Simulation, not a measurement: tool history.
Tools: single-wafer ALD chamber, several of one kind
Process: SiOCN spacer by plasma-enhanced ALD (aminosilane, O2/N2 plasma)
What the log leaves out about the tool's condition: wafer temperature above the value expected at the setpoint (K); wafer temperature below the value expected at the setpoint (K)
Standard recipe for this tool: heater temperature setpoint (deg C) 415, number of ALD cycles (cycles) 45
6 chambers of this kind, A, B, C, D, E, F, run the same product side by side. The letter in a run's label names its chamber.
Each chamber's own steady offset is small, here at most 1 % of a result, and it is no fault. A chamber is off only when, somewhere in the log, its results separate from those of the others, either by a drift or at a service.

| run | hour | heater temperature setpoint (deg C) | number of ALD cycles (cycles) | hours since the last thermocouple change | read-back reference wafer on the same gauge, thickness_nm | mean film thickness on the monitor wafer (Å) |
|---|---|---|---|---|---|---|
| 1C | 7.9 | 415 | 45 | 1331.7 | 2.3796 | 26.234 |
| 2D | 14.3 | 415 | 45 | 226.4 | 2.3822 | 26.138 |
| 3B | 18.0 | 415 | 45 | 21.9 | 2.3814 | 26.028 |
| 4F | 22.4 | 415 | 45 | 1747.6 | 2.3798 | 26.152 |
| 5E | 28.4 | 415 | 45 | 1596.3 | 2.3797 | 25.798 |
| 6A | 33.5 | 415 | 45 | 2142.6 | 2.3773 | 25.933 |
| 7D | 40.2 | 415 | 45 | 252.3 | 2.3789 | 25.838 |
| 8B | 46.7 | 415 | 45 | 50.6 | 2.3796 | 26.051 |
| 9C | 51.6 | 415 | 45 | 1375.4 | 2.3799 | 26.254 |
| 10A | 57.3 | 415 | 45 | 2166.4 | 2.3799 | 25.898 |
| 11F | 63.1 | 415 | 45 | 1788.3 | 2.3792 | 26.114 |
| 12E | 69.8 | 415 | 45 | 1637.7 | 2.3804 | 25.694 |
| 13D | 73.6 | 415 | 45 | 285.7 | 2.3780 | 26.019 |
| 14F | 79.8 | 415 | 45 | 1805.0 | 2.3815 | 26.240 |
| 15C | 86.6 | 415 | 45 | 1410.4 | 2.3807 | 26.068 |
|  | 93.3 | chamber A: thermocouple changed; heater temperature recalibrated |
| 16B | 93.6 | 415 | 45 | 97.5 | 2.3790 | 25.818 |
| 17A | 99.4 | 415 | 45 | 6.1 | 2.3788 | 25.999 |
| 18E | 107.5 | 415 | 45 | 1675.4 | 2.3816 | 25.770 |
| 19D | 111.5 | 415 | 45 | 323.6 | 2.3789 | 25.726 |
| 20F | 119.4 | 415 | 45 | 1844.6 | 2.3796 | 26.323 |
| 21E | 125.1 | 415 | 45 | 1693.0 | 2.3798 | 25.630 |
| 22B | 129.1 | 415 | 45 | 133.0 | 2.3800 | 25.993 |
| 23A | 133.8 | 415 | 45 | 40.5 | 2.3803 | 26.003 |
| 24C | 139.8 | 415 | 45 | 1463.6 | 2.3800 | 25.982 |
| 25A | 146.7 | 415 | 45 | 53.4 | 2.3798 | 26.091 |
| 26D | 154.4 | 415 | 45 | 366.5 | 2.3790 | 26.106 |
| 27C | 161.9 | 415 | 45 | 1485.7 | 2.3795 | 25.944 |
| 28F | 165.5 | 415 | 40 | 1890.7 | 2.3800 | 23.315 |
| 29E | 171.8 | 415 | 40 | 1739.7 | 2.3806 | 22.906 |
| 30B | 175.5 | 415 | 40 | 179.4 | 2.3819 | 22.922 |
| 31C | 180.0 | 415 | 40 | 1503.8 | 2.3801 | 23.052 |
| 32D | 184.7 | 415 | 40 | 396.8 | 2.3820 | 23.197 |
| 33E | 188.6 | 415 | 40 | 1756.5 | 2.3797 | 22.911 |
| 34F | 192.9 | 415 | 45 | 1918.1 | 2.3807 | 26.065 |
| 35A | 199.0 | 415 | 45 | 105.7 | 2.3812 | 26.002 |
| 36B | 203.0 | 415 | 45 | 206.9 | 2.3807 | 25.915 |
| 37D | 210.0 | 415 | 45 | 422.1 | 2.3782 | 26.252 |
| 38A | 215.7 | 415 | 45 | 122.4 | 2.3832 | 25.606 |
| 39F | 223.4 | 415 | 45 | 1948.6 | 2.3804 | 26.331 |
| 40C | 230.6 | 415 | 45 | 1554.4 | 2.3813 | 26.066 |
| 41E | 234.7 | 415 | 45 | 1802.6 | 2.3779 | 25.803 |
| 42B | 239.7 | 415 | 41 | 243.6 | 2.3787 | 23.967 |
| 43A | 245.6 | 415 | 41 | 152.3 | 2.3781 | 23.511 |

Decide between three cases: one chamber stands off from its peers, the gauge reading all wafers drifts, or nothing is wrong past each chamber's small offset. Where a chamber is off, say which and what most likely put it there.

Nothing is wrong: each chamber keeps only its own small, steady offset and the gauge holds still.
